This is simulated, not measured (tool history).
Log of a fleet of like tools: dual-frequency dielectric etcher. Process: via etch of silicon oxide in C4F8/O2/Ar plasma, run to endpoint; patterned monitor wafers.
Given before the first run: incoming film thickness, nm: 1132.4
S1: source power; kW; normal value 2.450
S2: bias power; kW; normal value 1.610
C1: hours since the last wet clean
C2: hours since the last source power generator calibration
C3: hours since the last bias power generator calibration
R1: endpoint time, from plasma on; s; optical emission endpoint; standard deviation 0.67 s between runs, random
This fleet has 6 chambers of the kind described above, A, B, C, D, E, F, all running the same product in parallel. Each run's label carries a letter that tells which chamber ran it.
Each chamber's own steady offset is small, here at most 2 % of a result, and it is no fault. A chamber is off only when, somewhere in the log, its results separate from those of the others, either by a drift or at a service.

run	hour	S1	S2	C1	C2	C3	R1
1D	4.7	2.450	1.610	542.2	2834.7	2545.0	219.80
2F	8.2	2.450	1.610	287.7	1484.4	3886.6	219.37
3A	12.7	2.450	1.610	135.4	1068.2	3882.6	217.06
4E	17.3	2.450	1.610	272.2	898.6	3092.2	218.02
5B	21.8	2.450	1.610	440.5	1115.6	1133.0	215.11
6C	26.2	2.450	1.610	355.6	706.9	859.7	217.89
7C	28.9	2.450	1.610	358.3	709.6	862.4	218.02
# hour 32.1: chamber D: wet clean of the chamber
8B	33.2	2.450	1.610	451.9	1127.0	1144.4	215.34
9F	37.7	2.450	1.610	317.2	1513.9	3916.1	218.87
10E	41.7	2.450	1.610	296.6	923.0	3116.6	217.53
11D	45.1	2.450	1.610	13.1	2875.1	2585.4	220.11
12A	48.8	2.060	1.815	171.5	1104.3	3918.7	225.77
13F	51.0	2.060	1.815	330.5	1527.2	3929.4	228.33
14A	53.3	2.060	1.815	176.0	1108.8	3923.2	226.40
15E	57.8	2.060	1.815	312.7	939.1	3132.7	226.16
16D	60.6	2.060	1.815	28.6	2890.6	2600.9	228.04
17C	64.6	2.060	1.815	394.0	745.3	898.1	226.86
# hour 68.7: chamber F: wet clean of the chamber
18B	68.7	2.450	1.610	487.4	1162.5	1179.9	216.38
19C	73.4	2.450	1.610	402.8	754.1	906.9	219.10
20F	77.3	3.020	1.975	8.6	1553.5	3955.7	189.23
21A	79.9	3.020	1.975	202.6	1135.4	3949.8	189.34
# hour 81.2: chamber C: wet clean of the chamber
22E	83.8	3.020	1.975	338.7	965.1	3158.7	189.74
23B	85.9	3.020	1.975	504.6	1179.7	1197.1	187.02
24D	89.0	3.020	1.975	57.0	2919.0	2629.3	191.42
25B	92.9	3.020	1.975	511.6	1186.7	1204.1	187.48
26C	97.4	2.450	1.610	16.2	778.1	930.9	225.31
27A	100.3	2.450	1.445	223.0	1155.8	3970.2	223.47
28F	104.9	2.450	1.445	36.2	1581.1	3983.3	225.18
29E	109.5	2.450	1.445	364.4	990.8	3184.4	223.57
30D	113.0	2.450	1.445	81.0	2943.0	2653.3	227.05
31E	116.7	2.450	1.445	371.6	998.0	3191.6	224.22
32D	119.4	2.450	1.445	87.4	2949.4	2659.7	227.69
33F	123.4	2.450	1.610	54.7	1599.6	4001.8	218.81
34C	127.8	2.450	1.889	46.6	808.5	961.3	215.91
35B	131.9	2.450	1.889	550.6	1225.7	1243.1	206.03
36A	134.5	2.450	1.889	257.2	1190.0	4004.4	207.62
37E	137.3	2.450	1.889	392.2	1018.6	3212.2	207.40

Each of the 6 chambers runs these same settings next. Fill in every chamber's results:
38A	140.7	2.700	1.610				?
38B	140.7	2.700	1.610				?
38C	140.7	2.700	1.610				?
38D	140.7	2.700	1.610				?
38E	140.7	2.700	1.610				?
38F	140.7	2.700	1.610				?

run	R1
38A	208.89
38B	206.55
38C	217.24
38D	212.11
38E	209.49
38F	210.31
